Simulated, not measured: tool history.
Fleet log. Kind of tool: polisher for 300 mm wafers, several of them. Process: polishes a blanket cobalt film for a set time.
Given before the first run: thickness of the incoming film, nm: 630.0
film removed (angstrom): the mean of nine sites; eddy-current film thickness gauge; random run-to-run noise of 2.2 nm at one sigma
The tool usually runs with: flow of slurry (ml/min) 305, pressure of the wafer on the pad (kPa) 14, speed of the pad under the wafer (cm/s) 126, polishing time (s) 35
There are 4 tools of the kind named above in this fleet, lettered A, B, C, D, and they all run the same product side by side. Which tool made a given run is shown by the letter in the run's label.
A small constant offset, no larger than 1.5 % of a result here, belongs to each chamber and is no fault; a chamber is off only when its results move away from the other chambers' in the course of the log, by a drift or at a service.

| run | hour | flow of slurry (ml/min) | pressure of the wafer on the pad (kPa) | speed of the pad under the wafer (cm/s) | polishing time (s) | film removed (angstrom) |
|---|---|---|---|---|---|---|
| 1A | 9.4 | 305 | 14 | 126 | 35 | 2018.4 |
|  | 12.5 | chamber C: worn pad replaced by a new one |
| 2D | 15.9 | 305 | 14 | 126 | 35 | 2060.8 |
| 3C | 20.2 | 305 | 14 | 126 | 35 | 2044.4 |
|  | 21.3 | chamber A: worn pad replaced by a new one |
| 4B | 27.9 | 305 | 14 | 126 | 35 | 2111.8 |
| 5B | 33.1 | 305 | 14 | 126 | 35 | 2050.4 |
| 6C | 38.6 | 305 | 14 | 126 | 35 | 2052 |
|  | 42.1 | chamber B: worn pad replaced by a new one |
| 7D | 44.6 | 305 | 14 | 126 | 35 | 2086 |
|  | 48.8 | chamber D: worn pad replaced by a new one |
| 8A | 51.5 | 305 | 14 | 126 | 35 | 2029.2 |
|  | 52 | chamber A: worn pad replaced by a new one |
| 9D | 60.3 | 305 | 14 | 126 | 35 | 2064.3 |
|  | 64.9 | chamber C: worn pad replaced by a new one |
| 10C | 65.4 | 305 | 14 | 126 | 35 | 2060.7 |
| 11A | 70.6 | 305 | 14 | 126 | 35 | 2046.2 |
| 12B | 79 | 305 | 14 | 126 | 35 | 2108.9 |
|  | 83.7 | chamber A: worn pad replaced by a new one |
| 13C | 84.9 | 305 | 14 | 126 | 35 | 2040.7 |
|  | 90.2 | chamber C: head pressure recalibrated |
| 14B | 90.7 | 305 | 14 | 126 | 35 | 2127.2 |
| 15D | 100.2 | 305 | 14 | 126 | 35 | 2072.7 |
|  | 102.9 | chamber D: worn pad replaced by a new one |
| 16A | 107.4 | 305 | 14 | 126 | 46 | 2692 |
| 17B | 111.6 | 305 | 14 | 126 | 46 | 2743.9 |
|  | 112.6 | chamber B: worn pad replaced by a new one |
| 18D | 120.9 | 305 | 14 | 126 | 46 | 2755.7 |
|  | 123.5 | chamber A: worn pad replaced by a new one |
|  | 126.6 | chamber A: head pressure recalibrated |
|  | 126.6 | chamber C: worn pad replaced by a new one |
| 19A | 130 | 305 | 14 | 126 | 46 | 2709.3 |
| 20C | 137.4 | 305 | 14 | 160 | 35 | 2861 |
| 21B | 146.7 | 305 | 14 | 160 | 35 | 2690.7 |
| 22D | 152.3 | 305 | 14 | 160 | 35 | 2603.5 |
|  | 155.6 | chamber A: worn pad replaced by a new one |
| 23C | 157.3 | 305 | 14 | 160 | 35 | 2780.9 |
| 24A | 166.4 | 305 | 14 | 148 | 31 | 2153.6 |
|  | 167.9 | chamber D: worn pad replaced by a new one |
| 25D | 173 | 305 | 14 | 148 | 31 | 2145.9 |
| 26B | 179.9 | 305 | 14 | 148 | 31 | 2201.3 |

For the next run the whole fleet of 4 chambers uses the same settings. Give each chamber's results:
| 27A | 186.8 | 305 | 14 | 126 | 35 | ? |
| 27B | 186.8 | 305 | 14 | 126 | 35 | ? |
| 27C | 186.8 | 305 | 14 | 126 | 35 | ? |
| 27D | 186.8 | 305 | 14 | 126 | 35 | ? |

| run | film removed (angstrom) |
|---|---|
| 27A | 2003.5 |
| 27B | 2095.9 |
| 27C | 2252.6 |
| 27D | 2053.4 |
